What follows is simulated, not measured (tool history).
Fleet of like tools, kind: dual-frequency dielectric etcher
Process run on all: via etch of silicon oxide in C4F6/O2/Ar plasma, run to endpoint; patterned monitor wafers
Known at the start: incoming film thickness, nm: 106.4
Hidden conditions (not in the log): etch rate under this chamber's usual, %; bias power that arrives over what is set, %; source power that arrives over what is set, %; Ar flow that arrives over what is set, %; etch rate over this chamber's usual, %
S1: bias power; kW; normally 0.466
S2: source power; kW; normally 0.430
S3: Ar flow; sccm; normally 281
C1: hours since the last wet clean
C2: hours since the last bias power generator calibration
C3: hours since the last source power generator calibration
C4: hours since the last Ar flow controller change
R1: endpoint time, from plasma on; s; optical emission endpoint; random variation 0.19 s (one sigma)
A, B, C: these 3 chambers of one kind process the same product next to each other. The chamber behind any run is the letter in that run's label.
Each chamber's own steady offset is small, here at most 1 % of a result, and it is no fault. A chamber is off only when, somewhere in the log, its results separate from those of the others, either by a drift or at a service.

| run | day | S1 | S2 | S3 | C1 | C2 | C3 | C4 | R1 |
|---|---|---|---|---|---|---|---|---|---|
| 1B | 0.279 | 0.466 | 0.430 | 281 | 44.7 | 2475.6 | 3007.8 | 3548.4 | 23.629 |
| 2A | 0.533 | 0.466 | 0.430 | 281 | 316.4 | 1901.8 | 565.6 | 4216.9 | 23.438 |
| 3C | 0.733 | 0.466 | 0.430 | 281 | 187.8 | 2056.7 | 3657.3 | 4027.5 | 23.297 |
| 4B | 1.046 | 0.466 | 0.430 | 281 | 63.1 | 2494.0 | 3026.2 | 3566.8 | 23.525 |
| 5A | 1.192 | 0.466 | 0.430 | 281 | 332.2 | 1917.6 | 581.4 | 4232.7 | 23.472 |
| 6C | 1.346 | 0.466 | 0.520 | 316 | 202.5 | 2071.4 | 3672.0 | 4042.2 | 21.937 |
| 7C | 1.521 | 0.466 | 0.520 | 316 | 206.7 | 2075.6 | 3676.2 | 4046.4 | 21.975 |
| 8A | 1.846 | 0.466 | 0.520 | 316 | 347.9 | 1933.3 | 597.1 | 4248.4 | 21.584 |
| 9B | 2.046 | 0.466 | 0.430 | 281 | 87.1 | 2518.0 | 3050.2 | 3590.8 | 23.455 |
| 10C | 2.300 | 0.466 | 0.430 | 281 | 225.4 | 2094.3 | 3694.9 | 4065.1 | 23.439 |
| 11B | 2.512 | 0.466 | 0.430 | 281 | 98.3 | 2529.2 | 3061.4 | 3602.0 | 22.978 |
|  | 2.588 | chamber B: bias power generator calibrated |
| 12A | 2.662 | 0.466 | 0.430 | 281 | 367.5 | 1952.9 | 616.7 | 4268.0 | 23.145 |
| 13C | 2.900 | 0.466 | 0.430 | 281 | 239.8 | 2108.7 | 3709.3 | 4079.5 | 23.317 |
| 14A | 3.117 | 0.466 | 0.380 | 245 | 378.4 | 1963.8 | 627.6 | 4278.9 | 23.897 |
| 15B | 3.429 | 0.466 | 0.380 | 245 | 120.3 | 20.3 | 3083.4 | 3624.0 | 23.921 |
| 16C | 3.708 | 0.466 | 0.380 | 245 | 259.2 | 2128.1 | 3728.7 | 4098.9 | 23.907 |
| 17B | 3.904 | 0.466 | 0.430 | 281 | 131.7 | 31.7 | 3094.8 | 3635.4 | 23.177 |
| 18A | 4.058 | 0.466 | 0.430 | 281 | 401.0 | 1986.4 | 650.2 | 4301.5 | 23.366 |
| 19C | 4.229 | 0.557 | 0.330 | 281 | 271.7 | 2140.6 | 3741.2 | 4111.4 | 24.046 |
| 20B | 4.429 | 0.557 | 0.330 | 281 | 144.3 | 44.3 | 3107.4 | 3648.0 | 24.213 |
| 21A | 4.633 | 0.557 | 0.330 | 281 | 414.8 | 2000.2 | 664.0 | 4315.3 | 23.848 |
| 22C | 4.950 | 0.466 | 0.430 | 281 | 289.0 | 2157.9 | 3758.5 | 4128.7 | 22.815 |
| 23B | 5.175 | 0.466 | 0.430 | 281 | 162.2 | 62.2 | 3125.3 | 3665.9 | 23.493 |
|  | 5.504 | chamber A: wet clean of the chamber |
| 24A | 5.508 | 0.466 | 0.480 | 281 | 0.1 | 2021.2 | 685.0 | 4336.3 | 22.179 |
| 25A | 5.662 | 0.466 | 0.480 | 281 | 3.8 | 2024.9 | 688.7 | 4340.0 | 22.589 |
| 26B | 5.829 | 0.466 | 0.480 | 281 | 177.9 | 77.9 | 3141.0 | 3681.6 | 22.357 |
| 27C | 5.988 | 0.466 | 0.430 | 281 | 313.9 | 2182.8 | 3783.4 | 4153.6 | 23.386 |
| 28C | 6.288 | 0.387 | 0.430 | 281 | 321.1 | 2190.0 | 3790.6 | 4160.8 | 25.296 |
| 29A | 6.467 | 0.387 | 0.430 | 281 | 23.1 | 2044.2 | 708.0 | 4359.3 | 24.273 |
| 30B | 6.762 | 0.387 | 0.430 | 281 | 200.3 | 100.3 | 3163.4 | 3704.0 | 25.204 |
| 31C | 6.971 | 0.466 | 0.430 | 281 | 337.5 | 2206.4 | 3807.0 | 4177.2 | 23.373 |
| 32B | 7.271 | 0.466 | 0.430 | 281 | 212.5 | 112.5 | 3175.6 | 3716.2 | 23.577 |
| 33A | 7.600 | 0.466 | 0.430 | 281 | 50.3 | 2071.4 | 735.2 | 4386.5 | 23.320 |
| 34C | 7.821 | 0.466 | 0.430 | 281 | 357.9 | 2226.8 | 3827.4 | 4197.6 | 23.189 |
| 35A | 8.117 | 0.466 | 0.430 | 281 | 62.7 | 2083.8 | 747.6 | 4398.9 | 23.101 |
|  | 8.200 | chamber C: Ar flow controller replaced |
| 36B | 8.388 | 0.466 | 0.430 | 281 | 239.3 | 139.3 | 3202.4 | 3743.0 | 23.370 |
| 37C | 8.667 | 0.466 | 0.510 | 341 | 378.2 | 2247.1 | 3847.7 | 11.3 | 22.384 |
| 38B | 8.879 | 0.466 | 0.510 | 341 | 251.1 | 151.1 | 3214.2 | 3754.8 | 22.533 |
| 39A | 9.208 | 0.466 | 0.510 | 341 | 88.9 | 2110.0 | 773.8 | 4425.1 | 21.744 |
| 40A | 9.446 | 0.466 | 0.430 | 281 | 94.6 | 2115.7 | 779.5 | 4430.8 | 23.183 |
| 41B | 9.688 | 0.466 | 0.430 | 281 | 270.5 | 170.5 | 3233.6 | 3774.2 | 23.690 |
| 42C | 9.958 | 0.466 | 0.430 | 281 | 409.2 | 2278.1 | 3878.7 | 42.3 | 23.051 |

Each of the 3 chambers runs these same settings next. Fill in every chamber's results:
| 43A | 10.200 | 0.466 | 0.430 | 281 |  |  |  |  | ? |
| 43B | 10.200 | 0.466 | 0.430 | 281 |  |  |  |  | ? |
| 43C | 10.200 | 0.466 | 0.430 | 281 |  |  |  |  | ? |

| run | R1 |
|---|---|
| 43A | 23.542 |
| 43B | 23.634 |
| 43C | 23.275 |

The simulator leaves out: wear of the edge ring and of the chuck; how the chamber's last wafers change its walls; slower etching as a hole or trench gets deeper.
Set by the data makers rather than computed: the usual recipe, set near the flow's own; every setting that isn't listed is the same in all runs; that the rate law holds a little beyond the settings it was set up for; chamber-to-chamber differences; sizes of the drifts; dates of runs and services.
